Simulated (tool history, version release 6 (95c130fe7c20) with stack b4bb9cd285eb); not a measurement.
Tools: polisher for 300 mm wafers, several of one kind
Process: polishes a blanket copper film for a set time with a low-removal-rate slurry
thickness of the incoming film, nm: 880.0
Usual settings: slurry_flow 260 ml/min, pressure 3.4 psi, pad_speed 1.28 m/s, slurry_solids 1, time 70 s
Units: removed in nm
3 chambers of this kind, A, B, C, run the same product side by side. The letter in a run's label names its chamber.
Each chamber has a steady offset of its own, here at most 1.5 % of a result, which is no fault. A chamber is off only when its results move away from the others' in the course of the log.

run,hour,slurry_flow,pressure,pad_speed,slurry_solids,time,wafers polished on this pad,hours since the slurry nozzle was cleaned,hours since the head pressure was calibrated,hours since the slurry blender was calibrated,removed
1A,3.0,260,3.4,1.28,1,70,273,181.3,419.4,8.2,303.70
2C,5.5,260,3.4,1.28,1,70,433,231.2,804.3,135.0,298.02
3B,8.8,260,3.4,1.28,1,70,282,233.3,322.3,24.2,301.69
4B,11.2,260,3.4,1.28,1,70,311,235.7,324.7,26.6,305.55
5A,15.3,260,3.4,1.28,1,70,421,193.6,431.7,20.5,302.76
6C,18.3,260,3.4,1.28,1,70,587,244.0,817.1,147.8,303.13
7A,22.3,260,3.4,1.28,1,70,505,200.6,438.7,27.5,300.47
8B,24.5,260,3.4,1.28,1,70,470,249.0,338.0,39.9,300.43
9C,28.0,260,3.4,1.28,1,70,703,253.7,826.8,157.5,305.79
10A,30.1,260,3.4,1.28,1,70,598,208.4,446.5,35.3,301.41
11B,33.3,260,3.4,1.28,1,70,576,257.8,346.8,48.7,296.07
12C,36.5,260,3.4,1.28,1,70,805,262.2,835.3,166.0,310.00
13A,39.3,260,3.4,1.28,1,70,709,217.6,455.7,44.5,307.27
14B,43.5,260,3.4,1.28,1,70,698,268.0,357.0,58.9,293.79
15C,46.1,260,3.4,1.28,1,70,921,271.8,844.9,175.6,305.13
16A,49.4,260,4.5,1.28,1,54,830,227.7,465.8,54.6,314.15
17C,53.7,260,4.5,1.28,1,54,1012,279.4,852.5,183.2,316.80
18B,56.0,260,4.5,1.28,1,54,848,280.5,369.5,71.4,291.82
# hour 58.5: chamber C: slurry nozzle cleaned
19C,59.6,260,3.4,1.28,1,70,1083,1.1,858.4,189.1,308.94
# hour 62.2: chamber A: slurry nozzle cleaned
20B,62.9,260,3.4,1.28,1,70,931,287.4,376.4,78.3,281.44
21A,67.1,260,3.4,1.28,1,70,1042,4.9,483.5,72.3,307.13
# hour 69.1: chamber A: worn pad replaced by a new one
22A,71.4,260,3.4,1.28,1,70,28,9.2,487.8,76.6,297.37

Is one chamber off against the others, does the gauge drift, or is nothing wrong? If a chamber is off, say which, and what the likeliest cause is.

Chamber B drifts away from the others.
Cause: removal rate lost through wear of the pad, % = 11.3.
The log may not tell that from: head's pressure below its setpoint, %.

Here are 4 candidates for chamber B's next run, each the usual settings with a change, their results left as question marks. Which one brings its results back in line with what the others give on the usual settings?
In line means no further than this from the other chambers' mean on the usual settings: removed 15.00 nm
23B-1,74.7,260,3.3,1.24,1.00,68,,,,,?
23B-2,74.7,260,3.5,1.32,1.00,73,,,,,?
23B-3,74.7,255,2.8,1.28,0.95,70,,,,,?
23B-4,74.7,260,3.7,1.36,1.00,75,,,,,?

The other chambers' mean on the usual settings: removed 304.19 nm
run,removed
23B-1,250.64
23B-2,303.76
23B-3,222.32
23B-4,340.03
23B-2 brings the chamber back in line.
